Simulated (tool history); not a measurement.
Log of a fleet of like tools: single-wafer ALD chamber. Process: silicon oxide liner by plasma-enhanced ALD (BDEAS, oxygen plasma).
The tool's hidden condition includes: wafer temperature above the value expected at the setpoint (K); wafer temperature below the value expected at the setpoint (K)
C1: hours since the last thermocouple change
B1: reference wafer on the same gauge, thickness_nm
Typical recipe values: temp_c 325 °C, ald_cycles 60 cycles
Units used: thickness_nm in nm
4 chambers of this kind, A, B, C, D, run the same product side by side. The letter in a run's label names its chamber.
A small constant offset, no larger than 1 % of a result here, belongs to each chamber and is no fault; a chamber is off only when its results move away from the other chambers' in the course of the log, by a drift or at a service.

At day 0.262: chamber B: thermocouple changed; heater temperature recalibrated.
Run 1B, day 0.429: usual settings; C1 4; B1 6.3107. Result: thickness_nm 5.3938 nm.
Run 2C, day 0.833: usual settings; C1 253.8; B1 6.3119. Result: thickness_nm 5.3921 nm.
Run 3A, day 1.075: usual settings; C1 702.2; B1 6.3139. Result: thickness_nm 5.3438 nm.
Run 4D, day 1.504: usual settings; C1 338.3; B1 6.315. Result: thickness_nm 5.423 nm.
Run 5D, day 1.7: usual settings but temp_c 314 °C; C1 343; B1 6.315. Result: thickness_nm 5.5029 nm.
Run 6A, day 2.025: usual settings but temp_c 314 °C; C1 725; B1 6.3167. Result: thickness_nm 5.4306 nm.
Run 7C, day 2.346: usual settings but temp_c 314 °C; C1 290.1; B1 6.3163. Result: thickness_nm 5.4832 nm.
Run 8B, day 2.55: usual settings but temp_c 314 °C; C1 54.9; B1 6.3171. Result: thickness_nm 5.4843 nm.
Run 9A, day 2.8: usual settings but temp_c 339 °C, ald_cycles 53 cycles; C1 743.6; B1 6.3191. Result: thickness_nm 4.6244 nm.
Run 10C, day 3.146: usual settings but temp_c 339 °C, ald_cycles 53 cycles; C1 309.3; B1 6.3203. Result: thickness_nm 4.679 nm.
Run 11D, day 3.512: usual settings but temp_c 339 °C, ald_cycles 53 cycles; C1 386.5; B1 6.3217. Result: thickness_nm 4.6971 nm.
Run 12B, day 3.712: usual settings but temp_c 339 °C, ald_cycles 53 cycles; C1 82.8; B1 6.3226. Result: thickness_nm 4.6701 nm.
Run 13D, day 4.083: usual settings; C1 400.2; B1 6.3237. Result: thickness_nm 5.4308 nm.
Run 14C, day 4.279: usual settings; C1 336.5; B1 6.3251. Result: thickness_nm 5.4062 nm.
Run 15B, day 4.692: usual settings; C1 106.3; B1 6.3259. Result: thickness_nm 5.3987 nm.
Run 16A, day 4.912: usual settings; C1 794.3; B1 6.3271. Result: thickness_nm 5.3457 nm.
Run 17C, day 5.183: usual settings; C1 358.2; B1 6.3296. Result: thickness_nm 5.412 nm.
Run 18B, day 5.45: usual settings; C1 124.5; B1 6.3266. Result: thickness_nm 5.395 nm.
Run 19A, day 5.771: usual settings; C1 814.9; B1 6.3291. Result: thickness_nm 5.359 nm.
Run 20D, day 6.121: usual settings; C1 449.1; B1 6.3287. Result: thickness_nm 5.4443 nm.
Run 21D, day 6.479: usual settings; C1 457.7; B1 6.3311. Result: thickness_nm 5.4388 nm.
Run 22B, day 6.679: usual settings but temp_c 331 °C, ald_cycles 71 cycles; C1 154; B1 6.3311. Result: thickness_nm 6.3372 nm.
Run 23C, day 6.875: usual settings but temp_c 331 °C, ald_cycles 71 cycles; C1 398.8; B1 6.3338. Result: thickness_nm 6.3536 nm.
Run 24A, day 7.092: usual settings but temp_c 331 °C, ald_cycles 71 cycles; C1 846.6; B1 6.3334. Result: thickness_nm 6.2943 nm.
Run 25D, day 7.408: usual settings but temp_c 331 °C, ald_cycles 71 cycles; C1 480; B1 6.3362. Result: thickness_nm 6.3939 nm.
Run 26B, day 7.662: usual settings but ald_cycles 70 cycles; C1 177.6; B1 6.3353. Result: thickness_nm 6.3111 nm.

Is one chamber out of step, is the gauge drifting, or do the chambers differ by no more than their own small offsets? For an off chamber, give its letter and the likeliest cause.

The gauge drifts, so all chambers seem to drift together. No chamber is off.
Likeliest cause: gauge reads high (%) = 0.421.
